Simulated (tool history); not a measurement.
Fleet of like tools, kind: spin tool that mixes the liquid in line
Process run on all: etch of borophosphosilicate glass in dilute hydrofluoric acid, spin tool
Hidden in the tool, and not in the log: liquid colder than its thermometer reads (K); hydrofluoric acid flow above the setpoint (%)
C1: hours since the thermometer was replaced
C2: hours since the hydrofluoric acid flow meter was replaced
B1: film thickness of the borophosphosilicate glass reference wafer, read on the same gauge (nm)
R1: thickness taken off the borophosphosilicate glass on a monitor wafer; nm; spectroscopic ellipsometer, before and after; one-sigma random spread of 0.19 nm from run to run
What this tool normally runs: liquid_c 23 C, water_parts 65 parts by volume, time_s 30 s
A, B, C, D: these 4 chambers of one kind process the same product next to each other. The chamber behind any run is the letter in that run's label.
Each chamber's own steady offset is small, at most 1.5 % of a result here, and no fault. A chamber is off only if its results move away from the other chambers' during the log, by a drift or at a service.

{"hour": 1.2, "done": "chamber B: thermometer replaced"}
{"run": "1A", "hour": 6.1, "liquid_c": 23, "water_parts": 65, "time_s": 30, "C1": 570.4, "C2": 623.7, "B1": 110.0, "R1": 33.557}
{"run": "2C", "hour": 14.4, "liquid_c": 23, "water_parts": 65, "time_s": 30, "C1": 666.8, "C2": 2129.4, "B1": 110.02, "R1": 33.679}
{"run": "3B", "hour": 23.6, "liquid_c": 23, "water_parts": 65, "time_s": 30, "C1": 22.5, "C2": 1565.8, "B1": 110.0, "R1": 33.844}
{"run": "4D", "hour": 33.1, "liquid_c": 23, "water_parts": 65, "time_s": 30, "C1": 468.7, "C2": 400.7, "B1": 109.99, "R1": 33.913}
{"run": "5C", "hour": 39.7, "liquid_c": 23, "water_parts": 65, "time_s": 30, "C1": 692.1, "C2": 2154.7, "B1": 109.99, "R1": 33.722}
{"run": "6A", "hour": 51.2, "liquid_c": 23, "water_parts": 65, "time_s": 30, "C1": 615.5, "C2": 668.8, "B1": 110.02, "R1": 33.581}
{"run": "7B", "hour": 61.1, "liquid_c": 23, "water_parts": 65, "time_s": 30, "C1": 60.0, "C2": 1603.3, "B1": 110.01, "R1": 33.629}
{"run": "8D", "hour": 67.8, "liquid_c": 23, "water_parts": 65, "time_s": 30, "C1": 503.4, "C2": 435.4, "B1": 110.01, "R1": 33.993}
{"run": "9B", "hour": 75.2, "liquid_c": 23, "water_parts": 65, "time_s": 30, "C1": 74.1, "C2": 1617.4, "B1": 110.0, "R1": 33.987}
{"run": "10C", "hour": 83.6, "liquid_c": 23, "water_parts": 65, "time_s": 30, "C1": 736.0, "C2": 2198.6, "B1": 109.99, "R1": 33.338}
{"run": "11A", "hour": 95.2, "liquid_c": 23, "water_parts": 65, "time_s": 30, "C1": 659.5, "C2": 712.8, "B1": 110.0, "R1": 33.133}
{"run": "12D", "hour": 103.5, "liquid_c": 23, "water_parts": 65, "time_s": 30, "C1": 539.1, "C2": 471.1, "B1": 110.0, "R1": 34.117}
{"run": "13B", "hour": 112.0, "liquid_c": 23, "water_parts": 65, "time_s": 30, "C1": 110.9, "C2": 1654.2, "B1": 110.0, "R1": 34.077}
{"run": "14D", "hour": 119.4, "liquid_c": 23, "water_parts": 40, "time_s": 35, "C1": 555.0, "C2": 487.0, "B1": 110.03, "R1": 66.748}
{"run": "15C", "hour": 129.3, "liquid_c": 23, "water_parts": 40, "time_s": 35, "C1": 781.7, "C2": 2244.3, "B1": 110.0, "R1": 65.145}
{"run": "16A", "hour": 136.9, "liquid_c": 23, "water_parts": 40, "time_s": 35, "C1": 701.2, "C2": 754.5, "B1": 110.0, "R1": 64.995}
{"hour": 140.0, "done": "chamber C: hydrofluoric acid flow meter replaced"}
{"run": "17D", "hour": 142.3, "liquid_c": 23, "water_parts": 40, "time_s": 35, "C1": 577.9, "C2": 509.9, "B1": 110.0, "R1": 66.796}
{"run": "18B", "hour": 153.2, "liquid_c": 23, "water_parts": 65, "time_s": 30, "C1": 152.1, "C2": 1695.4, "B1": 110.0, "R1": 34.842}
{"run": "19A", "hour": 159.2, "liquid_c": 23, "water_parts": 65, "time_s": 30, "C1": 723.5, "C2": 776.8, "B1": 109.99, "R1": 33.544}
{"run": "20C", "hour": 165.4, "liquid_c": 25, "water_parts": 50, "time_s": 30, "C1": 817.8, "C2": 25.4, "B1": 110.0, "R1": 47.674}
{"run": "21D", "hour": 171.8, "liquid_c": 25, "water_parts": 50, "time_s": 30, "C1": 607.4, "C2": 539.4, "B1": 109.99, "R1": 48.504}
{"run": "22B", "hour": 183.2, "liquid_c": 25, "water_parts": 50, "time_s": 30, "C1": 182.1, "C2": 1725.4, "B1": 109.99, "R1": 50.325}
{"run": "23C", "hour": 191.8, "liquid_c": 25, "water_parts": 50, "time_s": 30, "C1": 844.2, "C2": 51.8, "B1": 109.99, "R1": 47.713}
{"run": "24A", "hour": 198.7, "liquid_c": 23, "water_parts": 65, "time_s": 30, "C1": 763.0, "C2": 816.3, "B1": 110.02, "R1": 33.248}
{"run": "25A", "hour": 210.1, "liquid_c": 23, "water_parts": 65, "time_s": 30, "C1": 774.4, "C2": 827.7, "B1": 110.0, "R1": 32.948}
{"run": "26D", "hour": 216.5, "liquid_c": 23, "water_parts": 40, "time_s": 30, "C1": 652.1, "C2": 584.1, "B1": 109.99, "R1": 57.466}
{"run": "27C", "hour": 227.8, "liquid_c": 23, "water_parts": 40, "time_s": 30, "C1": 880.2, "C2": 87.8, "B1": 110.0, "R1": 56.34}
{"run": "28B", "hour": 238.7, "liquid_c": 23, "water_parts": 40, "time_s": 30, "C1": 237.6, "C2": 1780.9, "B1": 109.98, "R1": 58.306}
{"run": "29A", "hour": 244.2, "liquid_c": 23, "water_parts": 40, "time_s": 30, "C1": 808.5, "C2": 861.8, "B1": 109.98, "R1": 55.527}
{"run": "30C", "hour": 251.6, "liquid_c": 23, "water_parts": 65, "time_s": 30, "C1": 904.0, "C2": 111.6, "B1": 110.01, "R1": 33.333}
{"run": "31B", "hour": 257.1, "liquid_c": 23, "water_parts": 65, "time_s": 30, "C1": 256.0, "C2": 1799.3, "B1": 109.98, "R1": 35.45}
{"run": "32D", "hour": 263.1, "liquid_c": 23, "water_parts": 65, "time_s": 30, "C1": 698.7, "C2": 630.7, "B1": 109.97, "R1": 34.12}
{"run": "33A", "hour": 268.3, "liquid_c": 23, "water_parts": 65, "time_s": 30, "C1": 832.6, "C2": 885.9, "B1": 110.0, "R1": 33.367}
{"run": "34C", "hour": 279.4, "liquid_c": 23, "water_parts": 65, "time_s": 30, "C1": 931.8, "C2": 139.4, "B1": 110.0, "R1": 33.421}
{"run": "35B", "hour": 285.4, "liquid_c": 23, "water_parts": 65, "time_s": 30, "C1": 284.3, "C2": 1827.6, "B1": 110.0, "R1": 35.301}
{"run": "36D", "hour": 296.2, "liquid_c": 23, "water_parts": 65, "time_s": 30, "C1": 731.8, "C2": 663.8, "B1": 110.01, "R1": 33.935}
{"run": "37B", "hour": 307.5, "liquid_c": 23, "water_parts": 65, "time_s": 30, "C1": 306.4, "C2": 1849.7, "B1": 110.0, "R1": 35.784}
{"run": "38C", "hour": 314.5, "liquid_c": 23, "water_parts": 65, "time_s": 30, "C1": 966.9, "C2": 174.5, "B1": 109.98, "R1": 33.263}
{"run": "39A", "hour": 324.1, "liquid_c": 23, "water_parts": 65, "time_s": 30, "C1": 888.4, "C2": 941.7, "B1": 109.99, "R1": 33.535}
{"run": "40D", "hour": 333.9, "liquid_c": 23, "water_parts": 65, "time_s": 30, "C1": 769.5, "C2": 701.5, "B1": 109.98, "R1": 33.975}
{"run": "41C", "hour": 344.4, "liquid_c": 23, "water_parts": 65, "time_s": 30, "C1": 996.8, "C2": 204.4, "B1": 110.01, "R1": 33.734}
{"run": "42B", "hour": 349.7, "liquid_c": 23, "water_parts": 65, "time_s": 30, "C1": 348.6, "C2": 1891.9, "B1": 110.01, "R1": 35.694}
{"run": "43A", "hour": 359.0, "liquid_c": 23, "water_parts": 65, "time_s": 30, "C1": 923.3, "C2": 976.6, "B1": 109.98, "R1": 33.393}
{"run": "44D", "hour": 370.2, "liquid_c": 23, "water_parts": 65, "time_s": 30, "C1": 805.8, "C2": 737.8, "B1": 110.0, "R1": 34.232}

Is one chamber off against the others, does the gauge drift, or is nothing wrong? If a chamber is off, say which, and what the likeliest cause is.

Chamber B drifts away from the others.
Cause: hydrofluoric acid flow above the setpoint (%) = 7.11.
The log might look much the same if the cause were instead: liquid hotter than its thermometer reads (K).

Below are 4 candidate recipes for chamber B's next run, each the usual settings with a change, their results shown as question marks. Which of them brings B's results back in line with what the other chambers give on the usual settings?
In line means no further than this from the other chambers' mean on the usual settings: R1 0.660 nm
{"run": "45B-1", "hour": 378.5, "liquid_c": 25, "water_parts": 65, "time_s": 30, "R1": "?"}
{"run": "45B-2", "hour": 378.5, "liquid_c": 20, "water_parts": 65, "time_s": 30, "R1": "?"}
{"run": "45B-3", "hour": 378.5, "liquid_c": 26, "water_parts": 65, "time_s": 30, "R1": "?"}
{"run": "45B-4", "hour": 378.5, "liquid_c": 23, "water_parts": 70, "time_s": 30, "R1": "?"}

What the other chambers average on the usual settings: R1 33.583 nm
run=45B-1 R1=39.099
run=45B-2 R1=31.908
run=45B-3 R1=40.675
run=45B-4 R1=33.341
The answer is 45B-4, which returns the chamber to within the allowed miss of the others.
